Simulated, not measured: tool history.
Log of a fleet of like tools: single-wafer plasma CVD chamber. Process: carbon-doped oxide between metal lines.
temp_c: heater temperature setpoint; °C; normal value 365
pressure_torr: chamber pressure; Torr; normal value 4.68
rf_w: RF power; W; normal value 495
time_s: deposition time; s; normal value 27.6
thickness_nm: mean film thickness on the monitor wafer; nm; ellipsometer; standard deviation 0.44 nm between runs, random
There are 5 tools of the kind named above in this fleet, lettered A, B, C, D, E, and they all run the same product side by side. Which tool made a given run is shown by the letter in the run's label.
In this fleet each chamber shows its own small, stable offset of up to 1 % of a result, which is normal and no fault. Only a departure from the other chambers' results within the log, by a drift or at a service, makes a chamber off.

run	hour	temp_c	pressure_torr	rf_w	time_s	read-back reference wafer on the same gauge, thickness_nm	thickness_nm
1A	3.2	365	4.68	495	27.6	144.91	133.50
2B	6.4	365	4.68	495	27.6	144.98	134.12
3D	10.8	365	4.68	495	27.6	144.96	134.02
4E	13.2	365	4.68	495	27.6	145.04	133.31
5C	16.0	365	4.68	495	27.6	145.07	135.18
6B	19.0	365	4.68	495	27.6	145.03	133.26
7C	22.4	365	4.68	495	27.6	144.99	134.31
8E	24.8	365	4.68	495	27.6	145.14	131.99
9D	28.8	365	4.68	495	27.6	145.07	135.27
10A	32.4	365	4.68	495	27.6	145.15	133.33
11B	35.9	365	4.68	495	27.6	145.09	133.57
12C	37.8	365	4.68	495	27.6	144.92	135.67
13A	41.6	365	4.68	495	27.6	145.04	132.65
14D	44.3	365	4.68	495	27.6	144.91	134.05
15E	47.5	365	4.68	455	27.6	145.08	123.90
16B	50.1	365	4.68	455	27.6	145.10	126.04
17E	53.2	365	4.68	455	27.6	144.94	122.82
18D	56.9	365	4.68	455	27.6	144.94	126.85
19A	59.7	365	4.68	455	27.6	144.99	125.79
20C	63.9	365	4.68	495	27.6	145.04	134.89
21B	66.0	365	4.68	495	27.6	145.01	133.49
22A	70.3	365	4.68	575	27.6	144.88	146.48
23C	72.4	365	4.68	575	27.6	144.92	147.42
24D	74.7	365	4.68	575	27.6	144.98	146.84
25E	76.9	365	4.68	575	27.6	145.05	142.10
26A	79.4	365	4.68	575	27.6	145.01	146.97
# hour 83.1: chamber C: capacitance manometer re-zeroed and calibrated
27C	83.2	365	5.18	440	27.6	145.05	125.86
28B	85.8	365	5.18	440	27.6	144.98	124.88
29D	89.0	365	5.18	440	27.6	145.09	126.07
30E	91.3	365	5.18	440	27.6	145.02	119.63
31B	93.2	365	5.18	440	27.6	145.04	124.53
32A	95.2	365	4.68	495	27.6	145.00	133.46
33C	99.4	365	4.68	495	27.6	145.19	134.68
34D	102.7	365	4.68	495	27.6	145.05	133.88
35E	106.3	365	5.47	495	27.6	145.13	130.71
36B	108.5	365	5.47	495	27.6	144.94	136.74
37C	111.7	365	5.47	495	27.6	144.99	136.45

For the next run the whole fleet of 5 chambers uses the same settings. Give each chamber's results:
38A	114.9	365	4.68	495	27.6		?
38B	114.9	365	4.68	495	27.6		?
38C	114.9	365	4.68	495	27.6		?
38D	114.9	365	4.68	495	27.6		?
38E	114.9	365	4.68	495	27.6		?

run	thickness_nm
38A	132.83
38B	133.91
38C	134.72
38D	134.01
38E	127.50

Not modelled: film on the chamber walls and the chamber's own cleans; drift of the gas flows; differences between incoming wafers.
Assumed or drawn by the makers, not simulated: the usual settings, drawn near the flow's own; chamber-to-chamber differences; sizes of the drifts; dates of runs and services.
